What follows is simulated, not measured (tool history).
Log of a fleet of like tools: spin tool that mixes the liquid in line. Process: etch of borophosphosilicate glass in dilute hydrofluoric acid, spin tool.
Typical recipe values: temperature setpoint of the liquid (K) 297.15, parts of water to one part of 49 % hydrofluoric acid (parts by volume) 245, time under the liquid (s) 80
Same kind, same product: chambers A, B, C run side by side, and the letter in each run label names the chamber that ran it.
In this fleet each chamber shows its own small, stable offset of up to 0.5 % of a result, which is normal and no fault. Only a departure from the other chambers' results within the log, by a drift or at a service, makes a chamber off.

| run | hour | temperature setpoint of the liquid (K) | parts of water to one part of 49 % hydrofluoric acid (parts by volume) | time under the liquid (s) | hours since the thermometer was replaced | hours since the hydrofluoric acid flow meter was replaced | read-back film thickness of the borophosphosilicate glass reference wafer, read on the same gauge (nm) | thickness taken off the borophosphosilicate glass on a monitor wafer (nm) |
|---|---|---|---|---|---|---|---|---|
| 1A | 8.9 | 297.15 | 245 | 80 | 165.7 | 1438.9 | 89.97 | 9.0538 |
| 2B | 17 | 297.15 | 245 | 80 | 556.9 | 650.6 | 89.981 | 9.0114 |
| 3C | 25.2 | 297.15 | 245 | 80 | 876.7 | 413.3 | 89.983 | 9.0758 |
| 4C | 33.7 | 297.15 | 245 | 80 | 885.2 | 421.8 | 89.995 | 9.0447 |
| 5A | 45 | 297.15 | 245 | 80 | 201.8 | 1475 | 89.985 | 9.0905 |
| 6B | 52.8 | 297.15 | 245 | 80 | 592.7 | 686.4 | 90.021 | 9.0535 |
| 7B | 61.9 | 297.15 | 245 | 80 | 601.8 | 695.5 | 90 | 9.0077 |
| 8C | 74.1 | 297.15 | 245 | 80 | 925.6 | 462.2 | 89.99 | 9.1234 |
| 9A | 82.1 | 297.15 | 245 | 80 | 238.9 | 1512.1 | 90.01 | 9.0465 |
| 10A | 94.7 | 297.15 | 245 | 80 | 251.5 | 1524.7 | 90.016 | 9.0766 |
| 11C | 110.4 | 297.15 | 245 | 80 | 961.9 | 498.5 | 89.972 | 9.1165 |
| 12B | 122 | 297.15 | 245 | 80 | 661.9 | 755.6 | 90.015 | 9.0237 |
| 13C | 135 | 297.15 | 245 | 80 | 986.5 | 523.1 | 89.999 | 9.0919 |
| 14A | 144.4 | 297.15 | 245 | 80 | 301.2 | 1574.4 | 89.99 | 9.0754 |
| 15B | 152.7 | 297.15 | 245 | 80 | 692.6 | 786.3 | 90.02 | 9.0782 |
| 16C | 162.3 | 297.15 | 245 | 80 | 1013.8 | 550.4 | 89.977 | 9.0772 |
| 17A | 171.7 | 297.15 | 245 | 80 | 328.5 | 1601.7 | 90.011 | 9.0548 |
| 18B | 183.5 | 297.15 | 245 | 115 | 723.4 | 817.1 | 90.002 | 13.046 |
| 19A | 199.1 | 297.15 | 245 | 115 | 355.9 | 1629.1 | 90.028 | 13.104 |
| 20B | 207.2 | 297.15 | 245 | 115 | 747.1 | 840.8 | 90.007 | 12.957 |
| 21C | 214.6 | 297.15 | 245 | 80 | 1066.1 | 602.7 | 90.003 | 9.055 |
| 22C | 224 | 297.15 | 245 | 80 | 1075.5 | 612.1 | 89.996 | 9.1401 |
|  | 227.1 | chamber B: thermometer replaced |
|  | 231 | chamber A: hydrofluoric acid flow meter replaced |
| 23B | 238.3 | 297.15 | 245 | 80 | 11.3 | 871.9 | 90 | 9.0867 |
| 24A | 253.7 | 297.15 | 245 | 80 | 410.5 | 22.8 | 90.007 | 9.087 |
| 25B | 264.7 | 300.65 | 245 | 80 | 37.7 | 898.3 | 90.007 | 10.23 |
| 26C | 271.9 | 300.65 | 245 | 80 | 1123.4 | 660 | 90.018 | 10.267 |
| 27A | 283.6 | 300.65 | 245 | 80 | 440.4 | 52.7 | 90.003 | 10.24 |

One chamber off, gauge drift, or nothing amiss beyond the chambers' own small offsets? If it is a chamber, which one, and what is the likeliest cause?

No chamber stands off beyond its own small offset, and the gauge holds steady.
